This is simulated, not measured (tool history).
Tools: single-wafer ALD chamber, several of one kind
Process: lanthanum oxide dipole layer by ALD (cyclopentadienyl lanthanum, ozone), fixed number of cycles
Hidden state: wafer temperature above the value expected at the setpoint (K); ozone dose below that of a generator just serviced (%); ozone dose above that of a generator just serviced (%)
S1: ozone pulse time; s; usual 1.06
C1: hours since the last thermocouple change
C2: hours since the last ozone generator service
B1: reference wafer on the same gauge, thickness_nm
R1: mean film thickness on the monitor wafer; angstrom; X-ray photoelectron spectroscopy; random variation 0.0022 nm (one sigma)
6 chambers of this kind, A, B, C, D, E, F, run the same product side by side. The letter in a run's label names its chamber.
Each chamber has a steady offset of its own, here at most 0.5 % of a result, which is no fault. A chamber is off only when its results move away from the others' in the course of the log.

run,hour,S1,C1,C2,B1,R1
1F,6.0,1.06,1547.1,1007.5,0.45038,5.0650
2E,11.3,1.06,625.0,590.4,0.45047,5.0713
3A,18.6,1.06,1497.6,632.2,0.45004,5.0559
4B,24.0,1.06,2379.1,798.3,0.45024,5.0953
5D,29.4,1.06,1511.6,251.1,0.44992,5.0926
# hour 31.1: chamber B: thermocouple changed; heater temperature recalibrated
6C,35.5,1.06,866.0,346.7,0.45000,5.0593
7E,42.7,1.06,656.4,621.8,0.45012,5.1127
8D,47.5,0.80,1529.7,269.2,0.44971,4.6107
9F,53.0,0.80,1594.1,1054.5,0.45006,4.5939
10B,60.5,0.80,29.5,834.8,0.44987,4.6152
11C,68.1,0.80,898.6,379.3,0.45019,4.6134
12A,75.9,0.80,1554.9,689.5,0.45064,4.5873
# hour 81.5: chamber D: thermocouple changed; heater temperature recalibrated
13A,82.2,0.80,1561.2,695.8,0.45000,4.5706
14C,86.4,1.06,916.9,397.6,0.45010,5.0819
15E,93.3,1.45,707.0,672.4,0.45040,5.4581
16F,100.3,1.45,1641.4,1101.8,0.44962,5.5003
17B,104.5,1.45,73.5,878.8,0.44972,5.4023
18D,110.9,1.45,29.5,332.6,0.45009,5.5165
19B,114.5,1.45,83.5,888.8,0.44959,5.4047
20C,120.0,1.45,950.5,431.2,0.44993,5.4511
21F,123.8,1.06,1664.9,1125.3,0.44949,5.0374
22E,131.3,1.06,745.0,710.4,0.44974,5.0723
23D,137.3,1.06,55.9,359.0,0.45072,5.1113
24A,142.2,1.06,1621.2,755.8,0.44995,5.0645
25F,149.0,1.06,1690.1,1150.5,0.44992,5.0617
26E,153.9,1.06,767.6,733.0,0.45018,5.0775
27D,157.3,1.06,75.9,379.0,0.44959,5.0874
28A,161.5,1.06,1640.5,775.1,0.45019,5.0799
29B,166.2,1.06,135.2,940.5,0.44959,4.9414
30C,172.9,1.06,1003.4,484.1,0.45017,5.0992
# hour 175.8: chamber C: thermocouple changed; heater temperature recalibrated
31B,178.4,1.06,147.4,952.7,0.45031,4.9231
32C,184.4,1.06,8.6,495.6,0.45046,5.0750
33F,190.7,1.24,1731.8,1192.2,0.44977,5.3003
34A,197.0,1.24,1676.0,810.6,0.44990,5.2827
# hour 198.6: chamber E: ozone generator serviced
35D,204.8,1.24,123.4,426.5,0.45026,5.3194
36E,212.0,1.24,825.7,13.5,0.44997,5.3387
37F,218.5,1.24,1759.6,1220.0,0.44989,5.2673

What goes on in this fleet: one chamber off, a drifting gauge, or nothing beyond the chambers' own small offsets? Name the chamber and the cause, if any.

Chamber B drifts away from the others.
Cause: ozone dose below that of a generator just serviced (%) = 14.1.

Here are 4 candidates for chamber B's next run, each the usual settings with a change, their results left as question marks. Which one brings its results back in line with what the others give on the usual settings?
In line means no further than this from the other chambers' mean on the usual settings: R1 0.0770 angstrom
38B-1,224.0,1.41,,,,?
38B-2,224.0,1.21,,,,?
38B-3,224.0,0.93,,,,?
38B-4,224.0,0.84,,,,?

The other chambers' mean on the usual settings: R1 5.0820 angstrom
run,R1
38B-1,5.2864
38B-2,5.0749
38B-3,4.6253
38B-4,4.4283
38B-2 brings the chamber back in line.
